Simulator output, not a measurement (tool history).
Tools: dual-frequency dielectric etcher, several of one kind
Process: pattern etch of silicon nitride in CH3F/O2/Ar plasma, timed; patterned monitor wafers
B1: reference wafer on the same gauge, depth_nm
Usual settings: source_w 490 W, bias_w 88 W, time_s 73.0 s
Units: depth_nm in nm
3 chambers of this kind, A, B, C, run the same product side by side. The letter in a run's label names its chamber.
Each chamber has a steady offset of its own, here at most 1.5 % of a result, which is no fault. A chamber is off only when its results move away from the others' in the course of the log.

{"run": "1A", "hour": 15.5, "source_w": 490, "bias_w": 88, "time_s": 73.0, "B1": 58.641, "depth_nm": 59.02}
{"hour": 28.1, "done": "chamber A: bias power generator calibrated"}
{"run": "2C", "hour": 31.0, "source_w": 490, "bias_w": 88, "time_s": 73.0, "B1": 58.698, "depth_nm": 58.849}
{"run": "3B", "hour": 43.0, "source_w": 490, "bias_w": 88, "time_s": 73.0, "B1": 58.629, "depth_nm": 58.445}
{"run": "4B", "hour": 57.6, "source_w": 490, "bias_w": 88, "time_s": 73.0, "B1": 58.609, "depth_nm": 58.254}
{"run": "5A", "hour": 69.4, "source_w": 490, "bias_w": 88, "time_s": 54.5, "B1": 58.575, "depth_nm": 43.936}
{"run": "6C", "hour": 84.9, "source_w": 490, "bias_w": 88, "time_s": 54.5, "B1": 58.606, "depth_nm": 44.02}
{"run": "7C", "hour": 92.0, "source_w": 490, "bias_w": 88, "time_s": 54.5, "B1": 58.563, "depth_nm": 43.881}
{"run": "8A", "hour": 99.8, "source_w": 490, "bias_w": 88, "time_s": 73.0, "B1": 58.616, "depth_nm": 58.161}
{"run": "9B", "hour": 111.0, "source_w": 490, "bias_w": 88, "time_s": 73.0, "B1": 58.597, "depth_nm": 58.696}
{"hour": 111.3, "done": "chamber B: wet clean of the chamber"}
{"run": "10C", "hour": 121.1, "source_w": 490, "bias_w": 88, "time_s": 73.0, "B1": 58.616, "depth_nm": 59.039}
{"run": "11B", "hour": 135.7, "source_w": 490, "bias_w": 88, "time_s": 73.0, "B1": 58.608, "depth_nm": 61.111}
{"run": "12A", "hour": 143.2, "source_w": 490, "bias_w": 80, "time_s": 61.0, "B1": 58.602, "depth_nm": 47.542}
{"run": "13B", "hour": 152.8, "source_w": 490, "bias_w": 80, "time_s": 61.0, "B1": 58.66, "depth_nm": 49.485}
{"run": "14C", "hour": 164.5, "source_w": 490, "bias_w": 80, "time_s": 61.0, "B1": 58.558, "depth_nm": 47.85}
{"run": "15A", "hour": 172.4, "source_w": 490, "bias_w": 88, "time_s": 73.0, "B1": 58.543, "depth_nm": 58.409}
{"run": "16C", "hour": 183.6, "source_w": 560, "bias_w": 88, "time_s": 61.5, "B1": 58.693, "depth_nm": 51.809}
{"run": "17B", "hour": 195.4, "source_w": 560, "bias_w": 88, "time_s": 61.5, "B1": 58.655, "depth_nm": 53.946}
{"run": "18A", "hour": 206.0, "source_w": 560, "bias_w": 88, "time_s": 61.5, "B1": 58.598, "depth_nm": 52.099}
{"run": "19A", "hour": 219.2, "source_w": 490, "bias_w": 88, "time_s": 73.0, "B1": 58.584, "depth_nm": 58.981}
{"run": "20C", "hour": 228.7, "source_w": 490, "bias_w": 88, "time_s": 73.0, "B1": 58.533, "depth_nm": 58.677}
{"hour": 237.0, "done": "chamber A: wet clean of the chamber"}
{"run": "21B", "hour": 243.8, "source_w": 490, "bias_w": 88, "time_s": 73.0, "B1": 58.573, "depth_nm": 60.837}
{"run": "22A", "hour": 252.5, "source_w": 490, "bias_w": 88, "time_s": 73.0, "B1": 58.647, "depth_nm": 58.98}
{"run": "23B", "hour": 259.3, "source_w": 490, "bias_w": 88, "time_s": 73.0, "B1": 58.601, "depth_nm": 61.513}
{"run": "24C", "hour": 273.5, "source_w": 490, "bias_w": 88, "time_s": 73.0, "B1": 58.558, "depth_nm": 59.414}
{"run": "25C", "hour": 280.3, "source_w": 490, "bias_w": 88, "time_s": 73.0, "B1": 58.61, "depth_nm": 58.681}
{"run": "26A", "hour": 291.7, "source_w": 490, "bias_w": 88, "time_s": 73.0, "B1": 58.574, "depth_nm": 58.516}
{"run": "27B", "hour": 299.6, "source_w": 490, "bias_w": 88, "time_s": 73.0, "B1": 58.634, "depth_nm": 60.905}
{"run": "28A", "hour": 311.7, "source_w": 490, "bias_w": 88, "time_s": 73.0, "B1": 58.65, "depth_nm": 58.726}
{"run": "29C", "hour": 324.2, "source_w": 490, "bias_w": 88, "time_s": 53.5, "B1": 58.545, "depth_nm": 43.206}
{"run": "30B", "hour": 334.6, "source_w": 490, "bias_w": 88, "time_s": 53.5, "B1": 58.621, "depth_nm": 45.142}

Next, every chamber runs the same settings. What will each give?
{"run": "31A", "hour": 345.9, "source_w": 490, "bias_w": 88, "time_s": 73.0, "depth_nm": "?"}
{"run": "31B", "hour": 345.9, "source_w": 490, "bias_w": 88, "time_s": 73.0, "depth_nm": "?"}
{"run": "31C", "hour": 345.9, "source_w": 490, "bias_w": 88, "time_s": 73.0, "depth_nm": "?"}

run=31A depth_nm=58.700
run=31B depth_nm=61.271
run=31C depth_nm=58.548
